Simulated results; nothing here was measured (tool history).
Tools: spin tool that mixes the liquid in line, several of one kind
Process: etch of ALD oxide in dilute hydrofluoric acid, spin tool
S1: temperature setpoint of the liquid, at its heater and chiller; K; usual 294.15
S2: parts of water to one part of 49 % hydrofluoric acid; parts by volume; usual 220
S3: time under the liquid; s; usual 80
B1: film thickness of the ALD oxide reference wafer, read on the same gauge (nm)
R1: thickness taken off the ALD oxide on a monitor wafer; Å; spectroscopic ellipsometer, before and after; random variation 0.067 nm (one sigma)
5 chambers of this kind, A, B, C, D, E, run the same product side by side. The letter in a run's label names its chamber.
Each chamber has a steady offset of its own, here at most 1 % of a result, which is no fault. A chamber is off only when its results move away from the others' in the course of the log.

run	day	S1	S2	S3	B1	R1
1A	0.488	294.15	220	80	70.035	68.149
2C	0.833	294.15	220	80	70.003	67.971
# day 1.075: chamber B: hydrofluoric acid flow meter replaced
3D	1.367	294.15	220	80	69.986	67.467
4B	1.758	294.15	220	80	69.976	68.951
5E	2.283	294.15	220	80	69.991	68.479
6E	2.738	294.15	290	80	70.028	48.758
7A	3.117	294.15	290	80	69.973	48.799
8D	3.688	294.15	290	80	69.953	48.591
9C	4.15	294.15	290	80	69.949	48.186
10B	4.646	294.15	290	80	70.002	49.475
11A	5.204	294.15	220	80	69.991	69.436
12C	5.467	294.15	220	80	69.958	68.796
13E	5.792	294.15	220	80	69.967	68.714
14B	6.392	294.15	220	80	70.022	69.441
15D	6.683	294.15	220	80	69.972	68.403
16D	7.192	298.15	220	105	70.018	102.81
17C	7.496	298.15	220	105	70.007	102.97
18E	8.021	298.15	220	105	70.003	103.22
19B	8.308	298.15	220	105	69.97	105.66
20A	8.779	298.15	220	105	70.004	105.63
# day 9.092: chamber C: thermometer replaced
21A	9.267	294.15	220	80	70.026	69.04
22D	9.542	294.15	220	80	69.937	68.431
23E	10.012	294.15	220	80	69.968	66.173
24B	10.492	294.15	220	80	69.969	69.597
25C	10.792	294.15	220	80	69.933	68.495
26A	11.379	294.15	220	80	70.006	67.97
27C	11.779	294.15	220	80	70.013	67.79
28B	12.308	294.15	220	120	70.024	104.16
29D	12.633	294.15	220	120	70.008	102.35
# day 12.792: chamber A: hydrofluoric acid flow meter replaced
30E	13.058	294.15	220	120	70.015	98.585
31A	13.596	294.15	220	120	69.968	102.09
32D	14.079	294.15	220	120	70.001	103.21
# day 14.483: chamber D: hydrofluoric acid flow meter replaced
33C	14.608	294.15	220	80	69.942	67.676
34E	14.9	294.15	220	80	70.022	64.549
35B	15.258	294.15	220	55	69.998	47.526
36D	15.767	294.15	220	55	69.926	47.604
37B	16.192	294.15	220	55	69.997	47.888
38C	16.75	294.15	220	55	70.013	46.283
39A	17.154	294.15	220	55	70.032	47.21
40E	17.717	291.65	180	80	69.967	73.585
41B	18.321	291.65	180	80	69.979	80.184
42D	18.646	291.65	180	80	69.989	79.763
43C	19.25	291.65	180	80	70.003	77.804

What goes on in this fleet: one chamber off, a drifting gauge, or nothing beyond the chambers' own small offsets? Name the chamber and the cause, if any.

Chamber E drifts away from the others.
Cause: hydrofluoric acid flow below the setpoint (%) = 7.14.
The log may not tell that from: liquid colder than its thermometer reads (K).

Here are 4 candidates for chamber E's next run, each the usual settings with a change, their results left as question marks. Which one brings its results back in line with what the others give on the usual settings?
In line means no further than this from the other chambers' mean on the usual settings: R1 2.3 Å
44E-1	19.688	294.15	225	80		?
44E-2	19.688	294.15	205	80		?
44E-3	19.688	294.15	215	80		?
44E-4	19.688	294.15	235	80		?

The other chambers' mean on the usual settings: R1 68.742 Å
run	R1
44E-1	61.061
44E-2	68.326
44E-3	64.52
44E-4	57.905
44E-2 brings the chamber back in line.
